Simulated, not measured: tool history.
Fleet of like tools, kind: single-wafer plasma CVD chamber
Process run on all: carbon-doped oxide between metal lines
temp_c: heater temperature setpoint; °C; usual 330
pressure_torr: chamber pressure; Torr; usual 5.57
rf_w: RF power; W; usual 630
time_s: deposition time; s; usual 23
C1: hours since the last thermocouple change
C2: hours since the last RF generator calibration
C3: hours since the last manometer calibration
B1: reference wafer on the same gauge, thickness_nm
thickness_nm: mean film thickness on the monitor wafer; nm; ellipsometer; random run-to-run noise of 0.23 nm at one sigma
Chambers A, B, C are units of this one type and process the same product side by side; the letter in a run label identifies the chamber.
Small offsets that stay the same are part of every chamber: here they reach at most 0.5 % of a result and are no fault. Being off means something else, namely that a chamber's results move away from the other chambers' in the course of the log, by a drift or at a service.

run 1A hour=6.4 | temp_c=330 pressure_torr=5.57 rf_w=630 time_s=23 | C1=1798.1 C2=1488 C3=289.7 | B1=172.01 | thickness_nm=146.92
run 2B hour=14.8 | temp_c=330 pressure_torr=5.57 rf_w=630 time_s=23 | C1=651 C2=616.8 C3=1113 | B1=171.93 | thickness_nm=147.27
run 3C hour=24.3 | temp_c=330 pressure_torr=5.57 rf_w=630 time_s=23 | C1=897.5 C2=223.4 C3=844.7 | B1=171.88 | thickness_nm=147.39
run 4C hour=34.8 | temp_c=330 pressure_torr=5.57 rf_w=630 time_s=23 | C1=908 C2=233.9 C3=855.2 | B1=171.79 | thickness_nm=147.07
run 5A hour=44.8 | temp_c=343 pressure_torr=5.57 rf_w=630 time_s=23 | C1=1836.5 C2=1526.4 C3=328.1 | B1=171.83 | thickness_nm=140.79
run 6B hour=54.6 | temp_c=343 pressure_torr=5.57 rf_w=630 time_s=23 | C1=690.8 C2=656.6 C3=1152.8 | B1=171.8 | thickness_nm=141.13
run 7C hour=62.5 | temp_c=343 pressure_torr=5.57 rf_w=630 time_s=23 | C1=935.7 C2=261.6 C3=882.9 | B1=171.67 | thickness_nm=141.32
run 8A hour=72.3 | temp_c=330 pressure_torr=5.57 rf_w=750 time_s=23 | C1=1864 C2=1553.9 C3=355.6 | B1=171.63 | thickness_nm=162.82
run 9B hour=80.1 | temp_c=330 pressure_torr=5.57 rf_w=750 time_s=23 | C1=716.3 C2=682.1 C3=1178.3 | B1=171.67 | thickness_nm=163.25
run 10A hour=87.7 | temp_c=330 pressure_torr=5.57 rf_w=750 time_s=23 | C1=1879.4 C2=1569.3 C3=371 | B1=171.6 | thickness_nm=163.24
run 11B hour=94.3 | temp_c=330 pressure_torr=5.57 rf_w=630 time_s=23 | C1=730.5 C2=696.3 C3=1192.5 | B1=171.54 | thickness_nm=146.88
-- hour=98.4 chamber A: RF generator calibrated
run 12C hour=100.2 | temp_c=330 pressure_torr=5.57 rf_w=630 time_s=23 | C1=973.4 C2=299.3 C3=920.6 | B1=171.5 | thickness_nm=146.76
run 13C hour=110.6 | temp_c=330 pressure_torr=5.57 rf_w=630 time_s=23 | C1=983.8 C2=309.7 C3=931 | B1=171.42 | thickness_nm=146.89
run 14B hour=119.5 | temp_c=330 pressure_torr=5.57 rf_w=630 time_s=23 | C1=755.7 C2=721.5 C3=1217.7 | B1=171.41 | thickness_nm=146.91
run 15A hour=129.6 | temp_c=330 pressure_torr=5.57 rf_w=630 time_s=23 | C1=1921.3 C2=31.2 C3=412.9 | B1=171.32 | thickness_nm=146.47
run 16C hour=141.2 | temp_c=330 pressure_torr=5.57 rf_w=630 time_s=23 | C1=1014.4 C2=340.3 C3=961.6 | B1=171.28 | thickness_nm=146.57
-- hour=143.3 chamber C: capacitance manometer re-zeroed and calibrated
run 17A hour=151.2 | temp_c=330 pressure_torr=5.57 rf_w=710 time_s=25.3 | C1=1942.9 C2=52.8 C3=434.5 | B1=171.23 | thickness_nm=172.89
run 18B hour=161.5 | temp_c=330 pressure_torr=5.57 rf_w=710 time_s=25.3 | C1=797.7 C2=763.5 C3=1259.7 | B1=171.2 | thickness_nm=173.05
run 19C hour=168.9 | temp_c=330 pressure_torr=5.57 rf_w=710 time_s=25.3 | C1=1042.1 C2=368 C3=25.6 | B1=171.18 | thickness_nm=173.35
run 20B hour=180.3 | temp_c=330 pressure_torr=5.57 rf_w=630 time_s=23 | C1=816.5 C2=782.3 C3=1278.5 | B1=171.14 | thickness_nm=146.51
run 21A hour=189.4 | temp_c=330 pressure_torr=5.57 rf_w=630 time_s=23 | C1=1981.1 C2=91 C3=472.7 | B1=171.07 | thickness_nm=146.21
run 22C hour=195.7 | temp_c=330 pressure_torr=5.57 rf_w=630 time_s=23 | C1=1068.9 C2=394.8 C3=52.4 | B1=171.01 | thickness_nm=146.44
run 23B hour=207 | temp_c=330 pressure_torr=5.57 rf_w=630 time_s=23 | C1=843.2 C2=809 C3=1305.2 | B1=171.04 | thickness_nm=146.6
run 24A hour=213.6 | temp_c=330 pressure_torr=5.57 rf_w=630 time_s=23 | C1=2005.3 C2=115.2 C3=496.9 | B1=171 | thickness_nm=145.98
run 25C hour=221 | temp_c=330 pressure_torr=5.57 rf_w=630 time_s=23 | C1=1094.2 C2=420.1 C3=77.7 | B1=170.95 | thickness_nm=146.31

For the next run the whole fleet of 3 chambers uses the same settings. Give each chamber's results:
run 26A hour=230.3 | temp_c=330 pressure_torr=6.88 rf_w=630 time_s=23 | thickness_nm=?
run 26B hour=230.3 | temp_c=330 pressure_torr=6.88 rf_w=630 time_s=23 | thickness_nm=?
run 26C hour=230.3 | temp_c=330 pressure_torr=6.88 rf_w=630 time_s=23 | thickness_nm=?

run=26A thickness_nm=149.07
run=26B thickness_nm=149.37
run=26C thickness_nm=149.17
